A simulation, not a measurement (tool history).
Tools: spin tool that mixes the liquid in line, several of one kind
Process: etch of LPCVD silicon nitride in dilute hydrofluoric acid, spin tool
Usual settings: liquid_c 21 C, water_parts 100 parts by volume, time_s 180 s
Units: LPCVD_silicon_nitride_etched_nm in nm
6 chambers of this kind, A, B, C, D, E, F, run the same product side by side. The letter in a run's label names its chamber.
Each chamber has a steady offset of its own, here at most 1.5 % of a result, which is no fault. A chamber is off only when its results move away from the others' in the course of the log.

run	day	liquid_c	water_parts	time_s	read-back film thickness of the LPCVD silicon nitride reference wafer, read on the same gauge (nm)	LPCVD_silicon_nitride_etched_nm
1F	0.204	21	100	180	99.984	0.71888
2B	0.442	21	100	180	100.02	0.72413
3E	0.646	21	100	180	100.01	0.69353
4D	0.854	21	100	180	100	0.66884
5C	1.017	21	100	180	99.992	0.67254
6A	1.267	21	100	180	100.02	0.69625
7D	1.529	21	100	180	100.01	0.70375
8C	1.771	21	100	180	100	0.69781
9E	1.996	21	80	180	99.987	0.85438
10B	2.175	21	80	180	100.02	0.80093
11F	2.433	21	80	180	100.02	0.84191
12A	2.621	21	80	180	100.01	0.79345
13F	2.862	21	80	180	100.01	0.86646
14A	3.092	21	80	180	99.995	0.87417
15B	3.367	21	100	180	99.996	0.66582
16D	3.604	21	100	180	100.01	0.70619
17E	3.771	21	100	180	99.981	0.72143
18C	4.017	21	100	180	99.98	0.71256
19F	4.158	21	100	180	99.999	0.71543
20B	4.358	21	100	180	100	0.67818
21E	4.6	21	100	180	100.01	0.71187
22A	4.896	21	100	180	100	0.65267
23D	5.046	21	100	180	99.987	0.67547
24C	5.267	21	100	180	100	0.65995
25E	5.538	21	100	180	99.983	0.65453
26A	5.812	21	100	180	100.01	0.65704
27D	6.1	21	100	180	100	0.67836
28F	6.283	19.5	100	180	99.991	0.59384
29C	6.492	19.5	100	180	100.02	0.59073
30B	6.729	19.5	100	180	99.983	0.62299
31B	6.933	19.5	100	180	100.02	0.60886
32E	7.204	19.5	100	180	99.993	0.61497
33A	7.392	19.5	100	180	99.988	0.60926
34F	7.583	21	100	180	100.01	0.65237
35D	7.725	21	100	180	99.998	0.71002
# day 7.842: chamber F: hydrofluoric acid flow meter replaced
36C	7.871	21	100	180	100.01	0.69483
37F	8.154	17.5	120	180	100.01	0.45355
38B	8.371	17.5	120	180	100.01	0.43787
39D	8.596	17.5	120	180	99.998	0.45656
40E	8.771	17.5	120	180	100	0.43548
41C	9.062	17.5	120	180	100.01	0.451
42A	9.267	17.5	120	180	100.01	0.48434
43A	9.421	21	100	180	99.994	0.6787

All 6 chambers run these settings next. Forecast each chamber's results:
44A	9.633	21	100	180		?
44B	9.633	21	100	180		?
44C	9.633	21	100	180		?
44D	9.633	21	100	180		?
44E	9.633	21	100	180		?
44F	9.633	21	100	180		?

run	LPCVD_silicon_nitride_etched_nm
44A	0.69331
44B	0.66738
44C	0.65649
44D	0.68765
44E	0.67988
44F	0.66738
